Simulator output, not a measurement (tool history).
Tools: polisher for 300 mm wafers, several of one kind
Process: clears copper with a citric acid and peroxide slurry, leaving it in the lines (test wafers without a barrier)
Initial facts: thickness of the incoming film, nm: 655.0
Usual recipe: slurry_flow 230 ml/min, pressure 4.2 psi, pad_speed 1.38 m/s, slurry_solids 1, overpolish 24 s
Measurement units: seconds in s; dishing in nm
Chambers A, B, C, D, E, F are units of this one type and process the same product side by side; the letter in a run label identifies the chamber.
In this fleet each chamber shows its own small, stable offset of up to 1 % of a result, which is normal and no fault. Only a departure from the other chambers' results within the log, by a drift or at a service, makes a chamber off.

run,hour,slurry_flow,pressure,pad_speed,slurry_solids,overpolish,wafers polished on this pad,hours since the slurry nozzle was cleaned,hours since the head pressure was calibrated,hours since the slurry blender was calibrated,seconds,dishing
# hour 8.1: chamber B: slurry nozzle cleaned
# hour 8.4: chamber A: worn pad replaced by a new one
1B,10.7,230,4.2,1.38,1,24,175,2.7,626.8,106.6,161.87,59.141
# hour 13.3: chamber C: worn pad replaced by a new one
2D,18.3,230,4.2,1.38,1,24,598,119.6,1312.2,265.3,160.36,60.608
3F,27.7,230,4.2,1.38,1,24,761,190.1,630.4,185.5,157.33,57.206
4A,39,230,4.2,1.38,1,24,201,596.8,410.3,103,162.7,58.217
# hour 42.9: chamber A: head pressure recalibrated
5E,45.6,230,4.2,1.38,1,24,1151,91.3,362,397.1,160.16,61.859
# hour 47.4: chamber D: slurry blender recalibrated
# hour 48.5: chamber F: slurry nozzle cleaned
# hour 54.3: chamber E: worn pad replaced by a new one
# hour 54.5: chamber A: slurry nozzle cleaned
6C,54.7,155,4.2,1.38,0.9,24,272,149.2,222.3,254.4,173.81,54.706
# hour 61.6: chamber B: slurry blender recalibrated
7A,63.8,155,4.2,1.38,0.9,24,363,9.3,20.9,127.8,174.88,56.126
# hour 67.1: chamber D: worn pad replaced by a new one
8D,69.3,155,4.2,1.38,0.9,24,14,170.6,1363.2,22,170.28,56.361
9B,75.1,155,4.2,1.38,0.9,24,598,67.1,691.2,13.5,171.07,53.766
10F,81.1,155,4.2,1.38,0.9,24,1112,32.6,683.8,238.9,168.84,54.523
# hour 84.6: chamber A: slurry blender recalibrated
11C,89,155,4.2,1.38,0.9,24,497,183.5,256.6,288.7,172.69,54.833
12E,96.8,230,4.2,1.38,1,24,279,142.5,413.2,448.3,157.81,58.663
13A,108,230,4.2,1.38,1,24,654,53.5,65.1,23.4,163.25,58.616
14E,117.5,230,4.2,1.16,1,18,415,163.2,433.9,469,191.62,42.196
# hour 121.4: chamber E: slurry blender recalibrated
15F,124,230,4.2,1.16,1,18,1394,75.5,726.7,281.8,189.08,42.268
# hour 130.7: chamber A: worn pad replaced by a new one
16C,133.6,230,4.2,1.16,1,18,790,228.1,301.2,333.3,188.71,41.855
17B,143.9,230,4.2,1.16,1,18,1049,135.9,760,82.3,185.77,40.787
# hour 150.4: chamber C: worn pad replaced by a new one
18D,156.1,230,4.2,1.16,1,18,584,257.4,1450,108.8,187.2,42.521
# hour 165.7: chamber C: slurry blender recalibrated
19E,165.8,230,4.2,1.16,1,18,732,211.5,482.2,44.5,194.6,41.398
# hour 168.8: chamber F: slurry blender recalibrated
# hour 172.6: chamber D: worn pad replaced by a new one
20A,177,230,4.2,1.38,1,24,304,122.5,134.1,92.4,159.67,57.564
# hour 182.3: chamber B: worn pad replaced by a new one
21F,182.8,230,4.2,1.38,1,24,1780,134.3,785.5,14.1,161.8,56.818
# hour 191: chamber D: head pressure recalibrated
# hour 193.1: chamber B: slurry blender recalibrated
22C,193.9,230,4.2,1.38,1,24,285,288.4,361.5,28.2,162.15,60.604
# hour 197.1: chamber E: slurry nozzle cleaned
# hour 201.5: chamber A: slurry blender recalibrated
23D,202.1,230,4.2,1.38,1,24,194,303.4,11.2,154.8,162.79,59.478
24B,211.9,230,4.2,1.38,1,24,194,203.9,828,18.9,162.32,59.469
25A,218.2,230,4.2,1.38,1,24,574,163.7,175.3,16.8,166.32,58.23
26D,230.9,230,4.2,1.38,1,24,383,332.2,40,183.6,162.74,58.489
# hour 235.8: chamber F: slurry nozzle cleaned
# hour 235.8: chamber E: head pressure recalibrated
# hour 236.8: chamber E: worn pad replaced by a new one
27F,237.8,295,4.2,1.38,1,24,2141,2,840.5,69.1,159.26,56.665
28C,249.2,295,4.2,1.38,1,24,648,343.7,416.8,83.5,156.2,61.212
# hour 253.5: chamber A: worn pad replaced by a new one
29B,260.1,295,4.2,1.38,1,24,511,252.1,876.2,67.1,155.39,62.831
30E,267,295,4.2,1.38,1,24,198,69.9,31.3,145.7,155.88,59.185
31E,275.6,295,4.2,1.38,1,24,255,78.5,39.9,154.3,157.73,61.464
# hour 277.8: chamber D: worn pad replaced by a new one
# hour 280.8: chamber C: worn pad replaced by a new one
32F,288.1,295,4.2,1.38,1,24,2471,52.3,890.8,119.4,162.03,56.273
33C,299.5,230,4.2,1.38,1,24,123,394,467.1,133.8,162.03,58.144
34B,307.3,230,4.2,1.38,1,24,821,299.3,923.4,114.3,158.73,59.344
35D,315.6,230,4.2,1.38,1,24,248,416.9,124.7,268.3,162.58,58.617
# hour 320.6: chamber A: slurry blender recalibrated
36A,323.3,280,4.2,1.38,1,33,458,268.8,280.4,2.8,161.66,74.564
# hour 326.7: chamber D: slurry nozzle cleaned
37E,333.2,280,4.2,1.38,1,33,633,136.1,97.5,211.9,158.98,75.356
38B,343.5,280,4.2,1.38,1,33,1059,335.5,959.6,150.5,155.5,72.997
39D,354.2,280,4.2,1.38,1,33,502,27.5,163.3,306.9,158.9,72.919
40A,361.3,280,4.2,1.38,1,33,708,306.8,318.4,40.8,162.98,75.18
41F,369.5,280,4.2,1.38,1,33,3006,133.7,972.2,200.8,171.03,69.208

Decide between three cases: one chamber stands off from its peers, the gauge reading all wafers drifts, or nothing is wrong past each chamber's small offset. Where a chamber is off, say which and what most likely put it there.

Little by little, chamber F moves away from the other chambers.
Likeliest cause: removal rate lost through wear of the pad, % = 9.79.
The log may not tell that from: head's pressure below its setpoint, %.

Which of the 4 candidates below, each the usual settings with something changed and its results left as question marks, puts chamber F back in line with what the other chambers give on the usual settings?
In-line tolerance around the mean of the other chambers on the usual settings: seconds 6.7 s; dishing 4.5 nm
42F-1,378.6,230,4.4,1.44,1,24,,,,,?,?
42F-2,378.6,230,4,1.32,1,24,,,,,?,?
42F-3,378.6,230,4.6,1.5,1,25,,,,,?,?
42F-4,378.6,230,3.8,1.28,1,23,,,,,?,?

Usual-settings mean across the other chambers: seconds 160.95 s; dishing 58.987 nm
run,seconds,dishing
42F-1,160.26,58.291
42F-2,192.12,50.48
42F-3,147.21,64.066
42F-4,208.47,45.649
42F-1 is the one that brings the chamber's results back in line with the other chambers.

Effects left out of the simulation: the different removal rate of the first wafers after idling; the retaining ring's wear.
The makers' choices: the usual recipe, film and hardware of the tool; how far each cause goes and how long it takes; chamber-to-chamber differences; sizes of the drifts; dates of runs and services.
